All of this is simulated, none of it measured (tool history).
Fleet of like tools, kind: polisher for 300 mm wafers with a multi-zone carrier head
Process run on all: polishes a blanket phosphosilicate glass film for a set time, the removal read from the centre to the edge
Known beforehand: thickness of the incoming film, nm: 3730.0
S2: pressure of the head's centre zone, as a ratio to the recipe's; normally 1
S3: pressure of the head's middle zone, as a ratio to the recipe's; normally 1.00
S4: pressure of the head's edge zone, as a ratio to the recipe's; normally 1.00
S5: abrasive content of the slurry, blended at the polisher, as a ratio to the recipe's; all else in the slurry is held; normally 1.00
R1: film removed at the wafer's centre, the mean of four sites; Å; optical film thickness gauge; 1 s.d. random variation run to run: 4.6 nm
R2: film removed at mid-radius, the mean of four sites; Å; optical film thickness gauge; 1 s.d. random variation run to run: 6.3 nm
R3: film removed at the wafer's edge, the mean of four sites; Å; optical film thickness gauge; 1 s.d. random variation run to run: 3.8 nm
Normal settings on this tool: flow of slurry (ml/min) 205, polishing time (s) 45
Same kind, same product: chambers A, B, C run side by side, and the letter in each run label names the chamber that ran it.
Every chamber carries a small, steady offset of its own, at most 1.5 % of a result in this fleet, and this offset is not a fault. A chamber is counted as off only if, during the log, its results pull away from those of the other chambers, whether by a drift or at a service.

run 1A hour=3.8 | flow_of_slurry_(ml/min)=205 S2=1 S3=1.00 S4=1.00 S5=1.00 polishing_time_(s)=45 | R1=4788.3 R2=4903.7 R3=4870.1
run 2C hour=12.4 | flow_of_slurry_(ml/min)=205 S2=1 S3=1.00 S4=1.00 S5=1.00 polishing_time_(s)=45 | R1=4881.3 R2=4748.7 R3=4852.4
-- hour=14.9 chamber C: centre zone pressure recalibrated
run 3B hour=19.4 | flow_of_slurry_(ml/min)=205 S2=1 S3=1.00 S4=1.00 S5=1.00 polishing_time_(s)=45 | R1=4791.6 R2=5031.4 R3=4796.5
-- hour=27.1 chamber B: worn pad replaced by a new one
run 4A hour=28.0 | flow_of_slurry_(ml/min)=205 S2=1 S3=1.00 S4=1.00 S5=1.00 polishing_time_(s)=45 | R1=4835.8 R2=4809.8 R3=4836.2
run 5C hour=32.3 | flow_of_slurry_(ml/min)=205 S2=1 S3=1.00 S4=1.00 S5=1.00 polishing_time_(s)=45 | R1=4842.3 R2=4747.0 R3=4921.2
-- hour=33.6 chamber C: slurry nozzle cleaned
-- hour=38.5 chamber A: worn pad replaced by a new one
run 6B hour=40.3 | flow_of_slurry_(ml/min)=205 S2=1 S3=1.00 S4=1.00 S5=1.00 polishing_time_(s)=45 | R1=4815.3 R2=4885.8 R3=4821.0
run 7C hour=46.7 | flow_of_slurry_(ml/min)=205 S2=1 S3=1.00 S4=1.00 S5=1.00 polishing_time_(s)=45 | R1=4843.7 R2=4905.8 R3=4839.4
run 8B hour=51.7 | flow_of_slurry_(ml/min)=205 S2=1 S3=1.00 S4=1.00 S5=0.85 polishing_time_(s)=45 | R1=4427.1 R2=4560.8 R3=4494.9
run 9A hour=57.7 | flow_of_slurry_(ml/min)=205 S2=1 S3=1.00 S4=1.00 S5=0.85 polishing_time_(s)=45 | R1=4453.2 R2=4467.0 R3=4456.8
run 10B hour=63.0 | flow_of_slurry_(ml/min)=205 S2=1 S3=1.00 S4=1.00 S5=0.85 polishing_time_(s)=45 | R1=4406.5 R2=4650.4 R3=4442.3
run 11C hour=70.2 | flow_of_slurry_(ml/min)=205 S2=1 S3=1.00 S4=1.00 S5=1.00 polishing_time_(s)=45 | R1=4835.3 R2=4972.4 R3=4913.7
run 12A hour=77.8 | flow_of_slurry_(ml/min)=205 S2=1 S3=1.00 S4=1.00 S5=1.00 polishing_time_(s)=45 | R1=4749.0 R2=4791.8 R3=4800.4
run 13C hour=85.9 | flow_of_slurry_(ml/min)=140 S2=1 S3=0.95 S4=1.00 S5=1.00 polishing_time_(s)=45 | R1=4439.9 R2=4288.2 R3=4581.1
-- hour=88.9 chamber B: worn pad replaced by a new one
-- hour=89.9 chamber C: worn pad replaced by a new one
run 14A hour=90.9 | flow_of_slurry_(ml/min)=140 S2=1 S3=0.95 S4=1.00 S5=1.00 polishing_time_(s)=45 | R1=4504.1 R2=4182.7 R3=4690.9
run 15B hour=98.1 | flow_of_slurry_(ml/min)=140 S2=1 S3=0.95 S4=1.00 S5=1.00 polishing_time_(s)=45 | R1=4480.9 R2=4436.3 R3=4582.9
-- hour=103.8 chamber A: worn pad replaced by a new one
run 16B hour=103.8 | flow_of_slurry_(ml/min)=205 S2=1 S3=1.00 S4=1.00 S5=1.00 polishing_time_(s)=45 | R1=4794.3 R2=4958.2 R3=4829.1
run 17C hour=111.2 | flow_of_slurry_(ml/min)=205 S2=1 S3=1.00 S4=1.00 S5=1.00 polishing_time_(s)=45 | R1=4851.6 R2=4831.5 R3=4871.8
run 18A hour=115.2 | flow_of_slurry_(ml/min)=205 S2=1 S3=1.00 S4=1.00 S5=1.00 polishing_time_(s)=45 | R1=4704.5 R2=4920.7 R3=4812.0
run 19C hour=121.3 | flow_of_slurry_(ml/min)=205 S2=1 S3=1.00 S4=1.00 S5=1.00 polishing_time_(s)=45 | R1=4860.2 R2=4855.4 R3=4878.0
run 20A hour=125.8 | flow_of_slurry_(ml/min)=205 S2=1 S3=1.00 S4=0.89 S5=1.15 polishing_time_(s)=45 | R1=5122.6 R2=5047.7 R3=4845.3
run 21B hour=134.5 | flow_of_slurry_(ml/min)=205 S2=1 S3=1.00 S4=0.89 S5=1.15 polishing_time_(s)=45 | R1=5093.1 R2=5182.4 R3=4861.4
run 22A hour=142.0 | flow_of_slurry_(ml/min)=205 S2=1 S3=1.00 S4=0.89 S5=1.15 polishing_time_(s)=45 | R1=5038.3 R2=5072.2 R3=4800.4
-- hour=143.8 chamber C: edge zone pressure recalibrated
-- hour=144.8 chamber B: worn pad replaced by a new one
run 23C hour=150.2 | flow_of_slurry_(ml/min)=205 S2=1 S3=1.00 S4=1.00 S5=1.00 polishing_time_(s)=45 | R1=4829.1 R2=4873.5 R3=4884.6
run 24B hour=158.2 | flow_of_slurry_(ml/min)=205 S2=1 S3=1.00 S4=1.00 S5=1.00 polishing_time_(s)=45 | R1=4783.9 R2=4903.6 R3=4852.8
run 25B hour=167.0 | flow_of_slurry_(ml/min)=205 S2=1 S3=1.00 S4=1.00 S5=1.00 polishing_time_(s)=45 | R1=4820.0 R2=4877.0 R3=4857.5
run 26C hour=172.1 | flow_of_slurry_(ml/min)=205 S2=1 S3=1.00 S4=1.00 S5=1.00 polishing_time_(s)=45 | R1=4870.2 R2=4765.2 R3=4808.5
-- hour=175.9 chamber A: worn pad replaced by a new one
run 27A hour=179.1 | flow_of_slurry_(ml/min)=205 S2=1 S3=1.00 S4=1.00 S5=1.00 polishing_time_(s)=45 | R1=4764.4 R2=4882.3 R3=4845.4
run 28A hour=185.1 | flow_of_slurry_(ml/min)=205 S2=1 S3=1.00 S4=1.00 S5=1.00 polishing_time_(s)=45 | R1=4752.0 R2=4872.6 R3=4818.3
run 29B hour=193.9 | flow_of_slurry_(ml/min)=205 S2=1 S3=1.00 S4=1.00 S5=1.00 polishing_time_(s)=45 | R1=4788.7 R2=4882.0 R3=4890.6
run 30C hour=202.6 | flow_of_slurry_(ml/min)=205 S2=1 S3=1.00 S4=1.00 S5=1.00 polishing_time_(s)=45 | R1=4803.7 R2=4866.4 R3=4879.7
-- hour=209.5 chamber B: worn pad replaced by a new one
run 31A hour=210.8 | flow_of_slurry_(ml/min)=205 S2=1 S3=1.00 S4=1.00 S5=1.00 polishing_time_(s)=45 | R1=4781.4 R2=4730.6 R3=4846.9
run 32C hour=218.2 | flow_of_slurry_(ml/min)=205 S2=1 S3=1.00 S4=1.00 S5=0.75 polishing_time_(s)=51 | R1=4707.5 R2=4734.7 R3=4757.4
run 33B hour=224.7 | flow_of_slurry_(ml/min)=205 S2=1 S3=1.00 S4=1.00 S5=0.75 polishing_time_(s)=51 | R1=4646.2 R2=4734.6 R3=4735.5
run 34C hour=228.8 | flow_of_slurry_(ml/min)=205 S2=1 S3=1.00 S4=1.00 S5=0.75 polishing_time_(s)=51 | R1=4706.8 R2=4903.1 R3=4792.4

Is one chamber out of step, is the gauge drifting, or do the chambers differ by no more than their own small offsets? For an off chamber, give its letter and the likeliest cause.

Nothing is wrong: each chamber keeps only its own small, steady offset and the gauge holds still.
